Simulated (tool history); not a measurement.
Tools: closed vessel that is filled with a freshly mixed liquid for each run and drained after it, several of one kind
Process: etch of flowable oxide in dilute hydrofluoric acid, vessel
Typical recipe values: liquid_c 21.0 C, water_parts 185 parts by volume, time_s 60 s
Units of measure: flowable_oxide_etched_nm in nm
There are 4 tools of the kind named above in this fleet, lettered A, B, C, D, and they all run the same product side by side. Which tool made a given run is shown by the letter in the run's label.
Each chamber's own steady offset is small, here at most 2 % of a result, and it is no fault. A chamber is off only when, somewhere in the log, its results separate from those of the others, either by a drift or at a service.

| run | day | liquid_c | water_parts | time_s | hours since the thermometer was replaced | hours since the hydrofluoric acid flow meter was replaced | read-back film thickness of the flowable oxide reference wafer, read on the same gauge (nm) | flowable_oxide_etched_nm |
|---|---|---|---|---|---|---|---|---|
| 1A | 0.258 | 21.0 | 185 | 60 | 1773.4 | 810.5 | 100.000 | 16.4380 |
| 2C | 0.658 | 21.0 | 185 | 60 | 301.1 | 1693.4 | 99.975 | 16.7440 |
| 3D | 0.962 | 21.0 | 185 | 60 | 807.7 | 1619.6 | 100.000 | 16.3470 |
| 4B | 1.371 | 21.0 | 185 | 60 | 63.6 | 519.8 | 99.996 | 16.6060 |
| 5B | 1.754 | 17.0 | 185 | 40 | 72.8 | 529.0 | 100.000 | 9.4646 |
| 6D | 2.271 | 17.0 | 185 | 40 | 839.1 | 1651.0 | 99.970 | 9.2597 |
| 7C | 2.700 | 17.0 | 185 | 40 | 350.1 | 1742.4 | 100.020 | 9.5108 |
| 8A | 3.092 | 17.0 | 185 | 40 | 1841.4 | 878.5 | 100.030 | 9.3241 |
| 9B | 3.546 | 21.0 | 185 | 60 | 115.8 | 572.0 | 100.000 | 16.5900 |
| 10D | 4.092 | 21.0 | 185 | 60 | 882.8 | 1694.7 | 100.010 | 16.3680 |
| 11A | 4.629 | 21.0 | 185 | 60 | 1878.3 | 915.4 | 99.998 | 16.5680 |
| 12C | 4.917 | 21.0 | 185 | 60 | 403.3 | 1795.6 | 100.020 | 16.6570 |
| 13D | 5.321 | 21.0 | 185 | 60 | 912.3 | 1724.2 | 99.985 | 16.4850 |
| 14B | 5.754 | 21.0 | 185 | 60 | 168.8 | 625.0 | 100.010 | 16.6140 |
| 15C | 6.079 | 17.5 | 185 | 60 | 431.2 | 1823.5 | 100.000 | 14.6600 |
| 16A | 6.504 | 17.5 | 185 | 60 | 1923.3 | 960.4 | 99.978 | 14.4250 |
| 17D | 6.792 | 17.5 | 185 | 60 | 947.6 | 1759.5 | 100.000 | 14.1880 |
| 18A | 7.112 | 17.5 | 185 | 60 | 1937.9 | 975.0 | 100.000 | 14.3290 |
| 19B | 7.500 | 21.0 | 185 | 60 | 210.7 | 666.9 | 100.000 | 16.5200 |
| 20C | 7.958 | 21.0 | 185 | 60 | 476.3 | 1868.6 | 99.999 | 16.5610 |
| 21C | 8.362 | 21.0 | 185 | 60 | 486.0 | 1878.3 | 99.988 | 16.7650 |
| 22A | 8.775 | 21.0 | 185 | 45 | 1977.8 | 1014.9 | 100.030 | 12.3510 |
| 23D | 9.092 | 21.0 | 185 | 45 | 1002.8 | 1814.7 | 99.987 | 12.3810 |
| 24B | 9.504 | 21.0 | 185 | 45 | 258.8 | 715.0 | 100.010 | 12.1690 |
| 25C | 9.817 | 21.0 | 185 | 45 | 520.9 | 1913.2 | 99.976 | 12.5570 |
| 26B | 10.338 | 21.0 | 185 | 60 | 278.8 | 735.0 | 100.010 | 16.2240 |
| 27A | 10.875 | 21.0 | 185 | 60 | 2028.2 | 1065.3 | 100.010 | 16.4330 |
| 28D | 11.138 | 21.0 | 185 | 60 | 1051.9 | 1863.8 | 99.999 | 16.4920 |
| 29B | 11.442 | 21.0 | 185 | 60 | 305.3 | 761.5 | 100.010 | 16.0060 |
| 30C | 11.946 | 21.0 | 185 | 60 | 572.0 | 1964.3 | 99.994 | 16.7510 |
| 31A | 12.242 | 21.0 | 185 | 60 | 2061.0 | 1098.1 | 99.994 | 16.4580 |
| 32D | 12.762 | 21.0 | 185 | 60 | 1090.9 | 1902.8 | 99.990 | 16.2940 |
| 33D | 13.308 | 21.0 | 185 | 60 | 1104.0 | 1915.9 | 100.000 | 16.3730 |
| 34A | 13.779 | 21.0 | 185 | 60 | 2097.9 | 1135.0 | 100.010 | 16.4940 |
| 35B | 14.142 | 21.0 | 185 | 60 | 370.1 | 826.3 | 99.985 | 15.8210 |
|  | 14.388 | chamber A: thermometer replaced |
| 36C | 14.392 | 21.0 | 185 | 60 | 630.7 | 2023.0 | 100.000 | 16.7720 |
| 37D | 14.804 | 21.0 | 185 | 90 | 1139.9 | 1951.8 | 99.967 | 24.6470 |
| 38B | 15.050 | 21.0 | 185 | 90 | 391.9 | 848.1 | 100.010 | 23.6010 |
| 39A | 15.329 | 21.0 | 185 | 90 | 22.6 | 1172.2 | 100.050 | 24.5300 |
| 40C | 15.583 | 21.0 | 185 | 90 | 659.3 | 2051.6 | 100.000 | 25.1570 |

Each of the 4 chambers runs these same settings next. Fill in every chamber's results:
| 41A | 15.996 | 17.5 | 185 | 60 |  |  |  | ? |
| 41B | 15.996 | 17.5 | 185 | 60 |  |  |  | ? |
| 41C | 15.996 | 17.5 | 185 | 60 |  |  |  | ? |
| 41D | 15.996 | 17.5 | 185 | 60 |  |  |  | ? |

| run | flowable_oxide_etched_nm |
|---|---|
| 41A | 14.3970 |
| 41B | 13.6920 |
| 41C | 14.6560 |
| 41D | 14.2520 |

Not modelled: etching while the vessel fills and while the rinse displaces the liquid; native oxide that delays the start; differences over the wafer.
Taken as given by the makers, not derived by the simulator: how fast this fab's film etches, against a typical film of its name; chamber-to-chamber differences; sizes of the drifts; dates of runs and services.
